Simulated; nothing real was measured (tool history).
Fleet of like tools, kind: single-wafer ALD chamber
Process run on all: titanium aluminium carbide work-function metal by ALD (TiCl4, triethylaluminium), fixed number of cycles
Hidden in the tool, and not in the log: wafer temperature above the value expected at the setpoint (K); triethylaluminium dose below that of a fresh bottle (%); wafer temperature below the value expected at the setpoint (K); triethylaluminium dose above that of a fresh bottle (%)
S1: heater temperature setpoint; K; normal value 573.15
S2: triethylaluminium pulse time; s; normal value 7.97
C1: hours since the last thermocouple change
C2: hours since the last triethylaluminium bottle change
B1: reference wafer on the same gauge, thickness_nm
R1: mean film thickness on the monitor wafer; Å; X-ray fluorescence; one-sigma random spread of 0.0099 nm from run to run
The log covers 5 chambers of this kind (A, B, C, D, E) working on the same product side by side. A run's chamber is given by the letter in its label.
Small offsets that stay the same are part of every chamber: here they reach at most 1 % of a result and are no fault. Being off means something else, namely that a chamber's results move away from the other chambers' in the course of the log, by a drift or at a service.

run 1A day=0.204 | S1=573.15 S2=7.97 | C1=431.2 C2=1038.2 | B1=1.8231 | R1=19.201
run 2C day=0.379 | S1=573.15 S2=7.97 | C1=1694.2 C2=338.2 | B1=1.8193 | R1=19.107
run 3E day=0.575 | S1=573.15 S2=7.97 | C1=993.5 C2=685.7 | B1=1.8210 | R1=19.373
run 4D day=0.783 | S1=573.15 S2=7.97 | C1=63.3 C2=239.2 | B1=1.8188 | R1=18.934
run 5B day=1.000 | S1=581.15 S2=10.50 | C1=244.7 C2=540.6 | B1=1.8180 | R1=20.863
run 6A day=1.179 | S1=581.15 S2=10.50 | C1=454.6 C2=1061.6 | B1=1.8207 | R1=20.677
-- day=1.333 chamber B: triethylaluminium bottle replaced
run 7C day=1.354 | S1=581.15 S2=10.50 | C1=1717.6 C2=361.6 | B1=1.8204 | R1=20.683
run 8B day=1.533 | S1=581.15 S2=10.50 | C1=257.5 C2=4.9 | B1=1.8222 | R1=20.924
run 9D day=1.750 | S1=581.15 S2=10.50 | C1=86.5 C2=262.4 | B1=1.8193 | R1=20.476
run 10E day=1.904 | S1=573.15 S2=7.97 | C1=1025.4 C2=717.6 | B1=1.8200 | R1=19.314
run 11C day=2.021 | S1=573.15 S2=7.97 | C1=1733.6 C2=377.6 | B1=1.8204 | R1=19.086
run 12A day=2.183 | S1=573.15 S2=7.97 | C1=478.7 C2=1085.7 | B1=1.8170 | R1=19.026
run 13B day=2.333 | S1=573.15 S2=7.97 | C1=276.7 C2=24.1 | B1=1.8186 | R1=19.510
run 14E day=2.454 | S1=573.15 S2=7.97 | C1=1038.6 C2=730.8 | B1=1.8192 | R1=19.403
run 15D day=2.592 | S1=573.15 S2=7.97 | C1=106.7 C2=282.6 | B1=1.8208 | R1=18.688
run 16B day=2.712 | S1=573.15 S2=7.97 | C1=285.8 C2=33.2 | B1=1.8203 | R1=19.371
run 17A day=2.892 | S1=562.15 S2=5.09 | C1=495.7 C2=1102.7 | B1=1.8207 | R1=16.238
run 18E day=3.017 | S1=562.15 S2=5.09 | C1=1052.1 C2=744.3 | B1=1.8193 | R1=16.188
run 19D day=3.192 | S1=562.15 S2=5.09 | C1=121.1 C2=297.0 | B1=1.8199 | R1=15.317
run 20C day=3.417 | S1=562.15 S2=5.09 | C1=1767.1 C2=411.1 | B1=1.8191 | R1=16.120
run 21B day=3.525 | S1=562.15 S2=5.09 | C1=305.3 C2=52.7 | B1=1.8218 | R1=16.422
run 22C day=3.667 | S1=573.15 S2=7.97 | C1=1773.1 C2=417.1 | B1=1.8177 | R1=19.156
run 23D day=3.821 | S1=584.15 S2=5.83 | C1=136.2 C2=312.1 | B1=1.8197 | R1=17.563
run 24A day=3.925 | S1=584.15 S2=5.83 | C1=520.5 C2=1127.5 | B1=1.8171 | R1=18.662
run 25E day=4.092 | S1=584.15 S2=5.83 | C1=1077.9 C2=770.1 | B1=1.8195 | R1=18.862
run 26D day=4.250 | S1=584.15 S2=5.83 | C1=146.5 C2=322.4 | B1=1.8209 | R1=17.474
run 27C day=4.375 | S1=584.15 S2=5.83 | C1=1790.1 C2=434.1 | B1=1.8183 | R1=18.662
run 28B day=4.479 | S1=559.15 S2=10.96 | C1=328.2 C2=75.6 | B1=1.8201 | R1=19.089
run 29E day=4.583 | S1=559.15 S2=10.96 | C1=1089.7 C2=781.9 | B1=1.8194 | R1=18.934
run 30A day=4.696 | S1=559.15 S2=10.96 | C1=539.0 C2=1146.0 | B1=1.8195 | R1=18.966
run 31D day=4.800 | S1=559.15 S2=10.96 | C1=159.7 C2=335.6 | B1=1.8207 | R1=18.271
run 32A day=4.967 | S1=559.15 S2=10.96 | C1=545.5 C2=1152.5 | B1=1.8215 | R1=18.730
run 33B day=5.100 | S1=573.15 S2=6.17 | C1=343.1 C2=90.5 | B1=1.8185 | R1=18.234
run 34C day=5.300 | S1=573.15 S2=6.17 | C1=1812.3 C2=456.3 | B1=1.8197 | R1=17.961

Read the log: is a single chamber off, either drifting away or since a service, is the gauge that measures every chamber drifting, or is nothing wrong beyond small per-chamber offsets? Name any odd chamber and what most likely caused it.

One chamber, D, drifts off from the rest bit by bit.
What lies behind it: triethylaluminium dose below that of a fresh bottle (%) = 23.8.

Which of the 4 candidates below, each the usual settings with something changed and its results left as question marks, puts chamber D back in line with what the other chambers give on the usual settings?
To be in line, a result may differ from the other chambers' mean on the usual settings by at most: R1 0.340 Å
run 35D-1 day=5.462 | S1=570.15 S2=6.79 | R1=?
run 35D-2 day=5.462 | S1=582.15 S2=11.45 | R1=?
run 35D-3 day=5.462 | S1=568.15 S2=5.86 | R1=?
run 35D-4 day=5.462 | S1=577.15 S2=9.66 | R1=?

The other chambers' mean on the usual settings: R1 19.265 Å
run=35D-1 R1=16.829
run=35D-2 R1=20.194
run=35D-3 R1=15.771
run=35D-4 R1=19.163
35D-4 is the one that brings the chamber's results back in line with the other chambers.
